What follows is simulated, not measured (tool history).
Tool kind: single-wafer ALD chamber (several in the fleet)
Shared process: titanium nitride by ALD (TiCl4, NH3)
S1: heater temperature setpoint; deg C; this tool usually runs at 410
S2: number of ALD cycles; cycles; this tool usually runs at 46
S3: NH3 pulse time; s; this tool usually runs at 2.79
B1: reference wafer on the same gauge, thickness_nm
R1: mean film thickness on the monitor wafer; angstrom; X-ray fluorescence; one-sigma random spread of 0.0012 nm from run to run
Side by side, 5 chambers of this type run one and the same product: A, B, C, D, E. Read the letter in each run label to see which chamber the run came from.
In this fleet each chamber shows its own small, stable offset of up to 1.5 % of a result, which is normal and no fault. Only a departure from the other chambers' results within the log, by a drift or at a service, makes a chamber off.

Run 1B, hour 7.1: usual settings; B1 1.1999. Result: R1 10.267 angstrom.
Run 2E, hour 10.6: usual settings; B1 1.1997. Result: R1 10.381 angstrom.
Run 3A, hour 15.4: usual settings; B1 1.1996. Result: R1 10.178 angstrom.
Run 4C, hour 20.1: usual settings; B1 1.1993. Result: R1 10.271 angstrom.
Run 5D, hour 27.4: usual settings; B1 1.1995. Result: R1 10.254 angstrom.
Run 6A, hour 32.9: usual settings; B1 1.1991. Result: R1 10.147 angstrom.
Run 7D, hour 37: usual settings; B1 1.1991. Result: R1 10.25 angstrom.
Run 8E, hour 44.4: usual settings; B1 1.1987. Result: R1 10.366 angstrom.
Run 9B, hour 49.1: usual settings but S1 420 deg C, S2 51 cycles; B1 1.1988. Result: R1 11.406 angstrom.
Run 10C, hour 54: usual settings but S1 420 deg C, S2 51 cycles; B1 1.1985. Result: R1 11.417 angstrom.
Run 11C, hour 60.2: usual settings but S1 420 deg C, S2 51 cycles; B1 1.1981. Result: R1 11.4 angstrom.
Run 12E, hour 66.5: usual settings but S1 420 deg C, S2 51 cycles; B1 1.1984. Result: R1 11.52 angstrom.
Run 13B, hour 71.4: usual settings but S1 420 deg C, S2 51 cycles; B1 1.1985. Result: R1 11.433 angstrom.
Run 14A, hour 75.1: usual settings; B1 1.1982. Result: R1 10.173 angstrom.
Run 15D, hour 78.7: usual settings but S3 1.72 s; B1 1.1979. Result: R1 10.059 angstrom.
Run 16C, hour 85.2: usual settings but S3 1.72 s; B1 1.1978. Result: R1 10.068 angstrom.
Run 17A, hour 90.3: usual settings but S3 1.72 s; B1 1.1978. Result: R1 9.9972 angstrom.
Run 18B, hour 93.8: usual settings but S3 1.72 s; B1 1.1974. Result: R1 10.108 angstrom.
Run 19E, hour 97.2: usual settings but S3 1.72 s; B1 1.1978. Result: R1 10.183 angstrom.
Run 20D, hour 103: usual settings; B1 1.1973. Result: R1 10.222 angstrom.
Run 21C, hour 108: usual settings; B1 1.1974. Result: R1 10.252 angstrom.
Run 22A, hour 111.8: usual settings; B1 1.1968. Result: R1 10.151 angstrom.
Run 23D, hour 118.2: usual settings; B1 1.1973. Result: R1 10.22 angstrom.
Run 24B, hour 122.9: usual settings; B1 1.1968. Result: R1 10.259 angstrom.
Run 25E, hour 126.5: usual settings; B1 1.1964. Result: R1 10.35 angstrom.
Run 26B, hour 131.9: usual settings; B1 1.1964. Result: R1 10.242 angstrom.
Run 27A, hour 137.4: usual settings; B1 1.1969. Result: R1 10.142 angstrom.
Run 28E, hour 141.8: usual settings; B1 1.1963. Result: R1 10.338 angstrom.
Run 29D, hour 145.3: usual settings but S2 52 cycles; B1 1.1963. Result: R1 11.566 angstrom.
Run 30C, hour 149.1: usual settings but S2 52 cycles; B1 1.1965. Result: R1 11.549 angstrom.
Run 31B, hour 155.5: usual settings but S2 52 cycles; B1 1.1961. Result: R1 11.573 angstrom.
Run 32A, hour 161.8: usual settings but S2 52 cycles; B1 1.1957. Result: R1 11.464 angstrom.
Run 33C, hour 166.7: usual settings but S2 52 cycles; B1 1.1955. Result: R1 11.569 angstrom.
Run 34D, hour 173.4: usual settings; B1 1.1953. Result: R1 10.233 angstrom.
Run 35E, hour 179.9: usual settings; B1 1.1953. Result: R1 10.32 angstrom.
Run 36A, hour 187: usual settings; B1 1.1955. Result: R1 10.115 angstrom.
Run 37E, hour 191.7: usual settings; B1 1.1953. Result: R1 10.315 angstrom.
Run 38D, hour 196.9: usual settings; B1 1.1951. Result: R1 10.216 angstrom.
Run 39C, hour 204: usual settings; B1 1.1947. Result: R1 10.238 angstrom.
Run 40B, hour 210: usual settings; B1 1.1943. Result: R1 10.237 angstrom.
Run 41C, hour 217: usual settings; B1 1.1941. Result: R1 10.21 angstrom.
Run 42E, hour 220.4: usual settings; B1 1.1944. Result: R1 10.298 angstrom.

Is one chamber off against the others, does the gauge drift, or is nothing wrong? If a chamber is off, say which, and what the likeliest cause is.

It is the gauge, not a chamber: its drift shows up in every chamber's results at once, and no chamber is off.
What lies behind it: gauge reads low (%) = 0.483.
